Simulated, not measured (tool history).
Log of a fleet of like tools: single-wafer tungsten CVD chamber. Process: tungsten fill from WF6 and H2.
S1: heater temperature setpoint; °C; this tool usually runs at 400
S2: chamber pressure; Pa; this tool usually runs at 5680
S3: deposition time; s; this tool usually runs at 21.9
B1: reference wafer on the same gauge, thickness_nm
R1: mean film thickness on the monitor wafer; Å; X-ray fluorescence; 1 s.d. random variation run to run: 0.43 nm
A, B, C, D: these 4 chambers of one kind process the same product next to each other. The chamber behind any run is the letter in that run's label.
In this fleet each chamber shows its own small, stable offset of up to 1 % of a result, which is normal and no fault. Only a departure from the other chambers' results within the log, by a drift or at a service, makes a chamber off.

{"run": "1B", "hour": 5.9, "S1": 400, "S2": 5680, "S3": 21.9, "B1": 69.177, "R1": 750.8}
{"run": "2A", "hour": 16.3, "S1": 400, "S2": 5680, "S3": 21.9, "B1": 69.092, "R1": 752.21}
{"run": "3D", "hour": 24.4, "S1": 400, "S2": 5680, "S3": 21.9, "B1": 69.188, "R1": 741.58}
{"run": "4C", "hour": 35.6, "S1": 400, "S2": 5680, "S3": 21.9, "B1": 69.338, "R1": 746.95}
{"run": "5B", "hour": 45.8, "S1": 400, "S2": 5680, "S3": 21.9, "B1": 69.216, "R1": 749.17}
{"run": "6D", "hour": 56.6, "S1": 400, "S2": 5680, "S3": 21.9, "B1": 69.245, "R1": 749.9}
{"run": "7C", "hour": 68.1, "S1": 400, "S2": 5680, "S3": 21.9, "B1": 69.286, "R1": 746.51}
{"run": "8A", "hour": 78.4, "S1": 400, "S2": 5680, "S3": 21.9, "B1": 69.136, "R1": 751.4}
{"run": "9C", "hour": 89.0, "S1": 400, "S2": 5680, "S3": 21.9, "B1": 69.181, "R1": 737.51}
{"run": "10D", "hour": 99.9, "S1": 400, "S2": 5680, "S3": 21.9, "B1": 69.122, "R1": 742.59}
{"run": "11A", "hour": 109.4, "S1": 400, "S2": 5680, "S3": 21.9, "B1": 69.271, "R1": 748.09}
{"run": "12B", "hour": 118.3, "S1": 400, "S2": 5680, "S3": 21.9, "B1": 69.14, "R1": 749.42}
{"run": "13A", "hour": 125.5, "S1": 400, "S2": 5680, "S3": 21.9, "B1": 69.192, "R1": 753.08}
{"run": "14B", "hour": 135.7, "S1": 400, "S2": 6933, "S3": 21.9, "B1": 69.19, "R1": 827.34}
{"run": "15C", "hour": 145.3, "S1": 400, "S2": 6933, "S3": 21.9, "B1": 69.326, "R1": 817.74}
{"run": "16D", "hour": 150.6, "S1": 400, "S2": 6933, "S3": 21.9, "B1": 69.131, "R1": 815.64}
{"run": "17B", "hour": 160.6, "S1": 400, "S2": 6933, "S3": 21.9, "B1": 69.211, "R1": 821.51}
{"run": "18A", "hour": 171.4, "S1": 400, "S2": 5680, "S3": 21.9, "B1": 69.181, "R1": 749.28}
{"run": "19D", "hour": 177.5, "S1": 400, "S2": 5680, "S3": 21.9, "B1": 69.197, "R1": 737.44}
{"run": "20C", "hour": 185.8, "S1": 400, "S2": 5680, "S3": 21.9, "B1": 69.191, "R1": 745.02}
{"run": "21A", "hour": 193.3, "S1": 400, "S2": 5680, "S3": 21.9, "B1": 69.303, "R1": 753.91}
{"run": "22B", "hour": 199.4, "S1": 400, "S2": 5680, "S3": 21.9, "B1": 69.233, "R1": 747.2}
{"run": "23D", "hour": 210.3, "S1": 400, "S2": 5680, "S3": 21.9, "B1": 69.189, "R1": 744.01}
{"run": "24C", "hour": 215.4, "S1": 400, "S2": 5680, "S3": 21.9, "B1": 69.22, "R1": 737.86}

Which is it: a chamber that has drifted or been left off by a service, a gauge drift common to all chambers, or only each chamber's usual small offset? If a chamber is off, name it and its likeliest cause.

Nothing is wrong: each chamber keeps only its own small, steady offset and the gauge holds still.

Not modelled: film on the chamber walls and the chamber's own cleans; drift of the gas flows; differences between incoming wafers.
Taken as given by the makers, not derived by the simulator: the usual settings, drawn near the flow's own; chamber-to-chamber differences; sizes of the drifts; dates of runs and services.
